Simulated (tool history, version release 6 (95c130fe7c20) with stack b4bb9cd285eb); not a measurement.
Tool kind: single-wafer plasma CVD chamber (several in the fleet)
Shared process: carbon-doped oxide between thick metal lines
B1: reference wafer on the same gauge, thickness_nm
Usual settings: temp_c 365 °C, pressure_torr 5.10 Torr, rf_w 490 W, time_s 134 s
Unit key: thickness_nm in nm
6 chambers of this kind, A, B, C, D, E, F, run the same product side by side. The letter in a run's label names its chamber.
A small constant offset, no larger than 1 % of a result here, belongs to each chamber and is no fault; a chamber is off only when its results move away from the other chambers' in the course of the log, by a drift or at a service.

-- hour=8.9 chamber B: capacitance manometer re-zeroed and calibrated
run 1D hour=11.3 | temp_c=365 pressure_torr=5.10 rf_w=490 time_s=134 | B1=576.57 | thickness_nm=647.93
-- hour=18.1 chamber E: RF generator calibrated
run 2F hour=19.4 | temp_c=365 pressure_torr=5.10 rf_w=490 time_s=134 | B1=576.71 | thickness_nm=640.85
run 3B hour=27.4 | temp_c=365 pressure_torr=5.10 rf_w=490 time_s=134 | B1=577.39 | thickness_nm=646.76
-- hour=31.9 chamber D: RF generator calibrated
run 4A hour=35.1 | temp_c=365 pressure_torr=5.10 rf_w=490 time_s=134 | B1=577.35 | thickness_nm=652.47
run 5C hour=42.1 | temp_c=365 pressure_torr=5.10 rf_w=490 time_s=134 | B1=577.06 | thickness_nm=640.70
run 6E hour=55.3 | temp_c=365 pressure_torr=5.10 rf_w=490 time_s=134 | B1=577.33 | thickness_nm=649.50
run 7D hour=68.7 | temp_c=365 pressure_torr=5.10 rf_w=490 time_s=134 | B1=576.96 | thickness_nm=649.25
run 8A hour=81.1 | temp_c=365 pressure_torr=5.10 rf_w=490 time_s=134 | B1=576.91 | thickness_nm=654.56
run 9F hour=91.1 | temp_c=365 pressure_torr=5.10 rf_w=490 time_s=134 | B1=576.98 | thickness_nm=642.63
run 10B hour=97.5 | temp_c=365 pressure_torr=5.10 rf_w=490 time_s=134 | B1=577.24 | thickness_nm=643.04
run 11C hour=104.8 | temp_c=365 pressure_torr=5.10 rf_w=490 time_s=134 | B1=577.11 | thickness_nm=643.97
run 12E hour=116.7 | temp_c=365 pressure_torr=5.10 rf_w=490 time_s=134 | B1=576.69 | thickness_nm=644.68
run 13A hour=125.5 | temp_c=365 pressure_torr=4.23 rf_w=490 time_s=134 | B1=577.09 | thickness_nm=631.75
run 14E hour=135.7 | temp_c=365 pressure_torr=4.23 rf_w=490 time_s=134 | B1=577.94 | thickness_nm=623.77
run 15B hour=144.2 | temp_c=365 pressure_torr=4.23 rf_w=490 time_s=134 | B1=576.86 | thickness_nm=623.39
run 16C hour=152.6 | temp_c=365 pressure_torr=4.23 rf_w=490 time_s=134 | B1=577.60 | thickness_nm=624.18
run 17D hour=159.8 | temp_c=365 pressure_torr=4.23 rf_w=490 time_s=134 | B1=576.76 | thickness_nm=628.13
run 18F hour=169.8 | temp_c=365 pressure_torr=4.23 rf_w=490 time_s=134 | B1=576.43 | thickness_nm=626.94
run 19F hour=181.9 | temp_c=365 pressure_torr=5.10 rf_w=490 time_s=134 | B1=577.06 | thickness_nm=639.22
run 20D hour=194.5 | temp_c=365 pressure_torr=5.10 rf_w=490 time_s=134 | B1=577.10 | thickness_nm=641.29
run 21A hour=201.3 | temp_c=365 pressure_torr=5.10 rf_w=490 time_s=134 | B1=576.51 | thickness_nm=654.02
-- hour=208.2 chamber B: RF generator calibrated
run 22B hour=211.1 | temp_c=365 pressure_torr=5.10 rf_w=490 time_s=134 | B1=577.22 | thickness_nm=643.93
run 23E hour=221.8 | temp_c=365 pressure_torr=5.10 rf_w=490 time_s=134 | B1=577.29 | thickness_nm=641.07
run 24C hour=231.2 | temp_c=365 pressure_torr=5.10 rf_w=490 time_s=134 | B1=576.52 | thickness_nm=638.97
run 25F hour=238.5 | temp_c=365 pressure_torr=5.10 rf_w=490 time_s=134 | B1=576.79 | thickness_nm=634.52
run 26C hour=247.4 | temp_c=357 pressure_torr=5.10 rf_w=490 time_s=108 | B1=577.42 | thickness_nm=528.38
run 27B hour=258.0 | temp_c=357 pressure_torr=5.10 rf_w=490 time_s=108 | B1=576.40 | thickness_nm=531.53
run 28E hour=270.2 | temp_c=357 pressure_torr=5.10 rf_w=490 time_s=108 | B1=576.99 | thickness_nm=528.88
run 29D hour=276.4 | temp_c=357 pressure_torr=5.10 rf_w=490 time_s=108 | B1=577.07 | thickness_nm=533.81
run 30A hour=289.5 | temp_c=357 pressure_torr=5.10 rf_w=490 time_s=108 | B1=576.80 | thickness_nm=537.79
-- hour=295.9 chamber F: thermocouple changed; heater temperature recalibrated
run 31A hour=298.5 | temp_c=357 pressure_torr=5.10 rf_w=490 time_s=108 | B1=576.60 | thickness_nm=535.34
run 32E hour=307.6 | temp_c=365 pressure_torr=5.10 rf_w=490 time_s=134 | B1=576.71 | thickness_nm=646.50
-- hour=307.9 chamber A: RF generator calibrated
run 33C hour=320.6 | temp_c=365 pressure_torr=5.10 rf_w=490 time_s=134 | B1=576.84 | thickness_nm=641.51
run 34F hour=333.8 | temp_c=365 pressure_torr=5.10 rf_w=490 time_s=134 | B1=577.42 | thickness_nm=628.48
run 35D hour=344.9 | temp_c=365 pressure_torr=5.10 rf_w=490 time_s=134 | B1=577.31 | thickness_nm=642.89
run 36B hour=356.8 | temp_c=365 pressure_torr=5.10 rf_w=490 time_s=134 | B1=576.60 | thickness_nm=647.96
run 37E hour=367.8 | temp_c=365 pressure_torr=5.10 rf_w=490 time_s=148 | B1=576.87 | thickness_nm=711.31
run 38A hour=380.7 | temp_c=365 pressure_torr=5.10 rf_w=490 time_s=148 | B1=576.92 | thickness_nm=722.97
run 39B hour=393.9 | temp_c=365 pressure_torr=5.10 rf_w=490 time_s=148 | B1=577.15 | thickness_nm=712.68
run 40F hour=403.9 | temp_c=365 pressure_torr=5.10 rf_w=490 time_s=148 | B1=576.82 | thickness_nm=688.63

All chambers now run identical settings, listed one chamber a line with results as question marks. What results will each chamber show?
run 41A hour=413.5 | temp_c=365 pressure_torr=5.10 rf_w=490 time_s=134 | thickness_nm=?
run 41B hour=413.5 | temp_c=365 pressure_torr=5.10 rf_w=490 time_s=134 | thickness_nm=?
run 41C hour=413.5 | temp_c=365 pressure_torr=5.10 rf_w=490 time_s=134 | thickness_nm=?
run 41D hour=413.5 | temp_c=365 pressure_torr=5.10 rf_w=490 time_s=134 | thickness_nm=?
run 41E hour=413.5 | temp_c=365 pressure_torr=5.10 rf_w=490 time_s=134 | thickness_nm=?
run 41F hour=413.5 | temp_c=365 pressure_torr=5.10 rf_w=490 time_s=134 | thickness_nm=?

run=41A thickness_nm=648.83
run=41B thickness_nm=644.87
run=41C thickness_nm=644.93
run=41D thickness_nm=649.15
run=41E thickness_nm=641.69
run=41F thickness_nm=623.83
